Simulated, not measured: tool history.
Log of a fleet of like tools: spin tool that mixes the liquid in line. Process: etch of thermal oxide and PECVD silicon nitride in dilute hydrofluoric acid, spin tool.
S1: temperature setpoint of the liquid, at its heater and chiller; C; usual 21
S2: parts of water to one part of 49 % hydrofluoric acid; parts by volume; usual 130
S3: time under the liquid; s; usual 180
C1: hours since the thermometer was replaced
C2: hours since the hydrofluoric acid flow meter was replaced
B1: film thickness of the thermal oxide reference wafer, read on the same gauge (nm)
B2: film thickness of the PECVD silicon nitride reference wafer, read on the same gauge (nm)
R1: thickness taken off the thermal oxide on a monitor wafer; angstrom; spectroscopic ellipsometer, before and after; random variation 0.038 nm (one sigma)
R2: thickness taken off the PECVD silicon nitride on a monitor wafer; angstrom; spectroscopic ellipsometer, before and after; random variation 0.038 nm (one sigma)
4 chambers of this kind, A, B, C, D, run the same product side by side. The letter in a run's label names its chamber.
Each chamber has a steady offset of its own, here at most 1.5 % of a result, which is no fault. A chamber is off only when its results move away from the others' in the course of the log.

Run 1A, hour 8.5: usual settings; C1 67.9; C2 54.7; B1 140; B2 39.971. Result: R1 57.853 angstrom, R2 19.762 angstrom.
Run 2C, hour 17.3: usual settings; C1 717.1; C2 563.7; B1 139.99; B2 40.004. Result: R1 57.132 angstrom, R2 19.173 angstrom.
Run 3D, hour 21.8: usual settings; C1 1342.2; C2 1066.6; B1 140; B2 40.045. Result: R1 57.37 angstrom, R2 19.139 angstrom.
Run 4B, hour 27.1: usual settings; C1 1584.5; C2 532.9; B1 139.99; B2 39.969. Result: R1 56.792 angstrom, R2 19.763 angstrom.
Run 5D, hour 32.4: usual settings; C1 1352.8; C2 1077.2; B1 139.98; B2 40.019. Result: R1 57.405 angstrom, R2 19.694 angstrom.
Run 6C, hour 37.5: usual settings; C1 737.3; C2 583.9; B1 140.01; B2 40.02. Result: R1 57.797 angstrom, R2 18.657 angstrom.
Run 7A, hour 47.5: usual settings but S1 25.5 C, S3 135 s; C1 106.9; C2 93.7; B1 140.01; B2 40.029. Result: R1 52.314 angstrom, R2 19.487 angstrom.
Run 8B, hour 57.6: usual settings but S1 25.5 C, S3 135 s; C1 1615; C2 563.4; B1 140.05; B2 39.978. Result: R1 51.57 angstrom, R2 19.788 angstrom.
Run 9A, hour 66.3: usual settings but S1 25.5 C, S3 135 s; C1 125.7; C2 112.5; B1 140.01; B2 40.03. Result: R1 51.83 angstrom, R2 20.174 angstrom.
Run 10C, hour 75.3: usual settings but S1 25.5 C, S3 135 s; C1 775.1; C2 621.7; B1 140.01; B2 40.01. Result: R1 51.476 angstrom, R2 19.402 angstrom.
Run 11B, hour 81.9: usual settings; C1 1639.3; C2 587.7; B1 140.01; B2 40.017. Result: R1 56.597 angstrom, R2 18.811 angstrom.
Run 12D, hour 90.8: usual settings; C1 1411.2; C2 1135.6; B1 139.99; B2 39.995. Result: R1 57.903 angstrom, R2 19 angstrom.
Run 13C, hour 99.6: usual settings; C1 799.4; C2 646; B1 140.01; B2 39.972. Result: R1 57.844 angstrom, R2 19.197 angstrom.
Run 14D, hour 106.1: usual settings; C1 1426.5; C2 1150.9; B1 140.01; B2 40.004. Result: R1 57.632 angstrom, R2 20.02 angstrom.
Run 15A, hour 114: usual settings; C1 173.4; C2 160.2; B1 140.02; B2 40.018. Result: R1 58.425 angstrom, R2 19.781 angstrom.
Run 16B, hour 122.6: usual settings; C1 1680; C2 628.4; B1 140; B2 39.973. Result: R1 55.688 angstrom, R2 19.788 angstrom.
Run 17D, hour 130.7: usual settings; C1 1451.1; C2 1175.5; B1 139.98; B2 39.968. Result: R1 57.263 angstrom, R2 19.859 angstrom.
Run 18C, hour 139.5: usual settings; C1 839.3; C2 685.9; B1 140.02; B2 39.991. Result: R1 57.335 angstrom, R2 18.621 angstrom.
Run 19B, hour 145: usual settings; C1 1702.4; C2 650.8; B1 139.99; B2 39.995. Result: R1 55.372 angstrom, R2 18.699 angstrom.
Run 20A, hour 150.6: usual settings but S1 25 C; C1 210; C2 196.8; B1 140; B2 40.026. Result: R1 66.87 angstrom, R2 25.882 angstrom.
Run 21C, hour 156.7: usual settings but S1 25 C; C1 856.5; C2 703.1; B1 140.02; B2 40.033. Result: R1 67.563 angstrom, R2 24.994 angstrom.
Run 22D, hour 164.6: usual settings but S1 25 C; C1 1485; C2 1209.4; B1 139.99; B2 40.012. Result: R1 66.863 angstrom, R2 25.403 angstrom.
At hour 172.6: chamber D: thermometer replaced.
Run 23A, hour 174: usual settings but S1 25 C; C1 233.4; C2 220.2; B1 140; B2 39.997. Result: R1 67.661 angstrom, R2 25.874 angstrom.
Run 24B, hour 180.8: usual settings; C1 1738.2; C2 686.6; B1 139.96; B2 40.032. Result: R1 54.968 angstrom, R2 18.946 angstrom.
Run 25D, hour 190.7: usual settings; C1 18.1; C2 1235.5; B1 139.99; B2 40.003. Result: R1 57.616 angstrom, R2 19.206 angstrom.
Run 26C, hour 195.8: usual settings; C1 895.6; C2 742.2; B1 139.96; B2 39.973. Result: R1 57.45 angstrom, R2 19.372 angstrom.
Run 27B, hour 204.2: usual settings; C1 1761.6; C2 710; B1 139.97; B2 39.968. Result: R1 54.647 angstrom, R2 18.783 angstrom.
Run 28A, hour 212.1: usual settings but S1 18.5 C, S2 105 parts by volume; C1 271.5; C2 258.3; B1 139.99; B2 39.943. Result: R1 65.565 angstrom, R2 20.495 angstrom.
Run 29C, hour 216.7: usual settings but S1 18.5 C, S2 105 parts by volume; C1 916.5; C2 763.1; B1 140.02; B2 40.024. Result: R1 65.591 angstrom, R2 20.028 angstrom.
Run 30D, hour 226: usual settings but S1 18.5 C, S2 105 parts by volume; C1 53.4; C2 1270.8; B1 140.01; B2 40.016. Result: R1 65.713 angstrom, R2 20.086 angstrom.
Run 31B, hour 236.2: usual settings but S1 18.5 C, S2 105 parts by volume; C1 1793.6; C2 742; B1 140; B2 39.991. Result: R1 62.189 angstrom, R2 19.118 angstrom.
Run 32A, hour 242.9: usual settings; C1 302.3; C2 289.1; B1 140.01; B2 40.024. Result: R1 58.252 angstrom, R2 19.651 angstrom.
Run 33B, hour 251.1: usual settings but S2 100 parts by volume, S3 280 s; C1 1808.5; C2 756.9; B1 139.97; B2 39.988. Result: R1 113.49 angstrom, R2 37.885 angstrom.

Next, every chamber runs the same settings. What will each give?
Run 34A, hour 258.6: usual settings. Result: R1 ?, R2 ?.
Run 34B, hour 258.6: usual settings. Result: R1 ?, R2 ?.
Run 34C, hour 258.6: usual settings. Result: R1 ?, R2 ?.
Run 34D, hour 258.6: usual settings. Result: R1 ?, R2 ?.

run      R1      R2
34A  57.821  19.626
34B  53.344   18.63
34C   57.03  19.293
34D  57.366  18.938
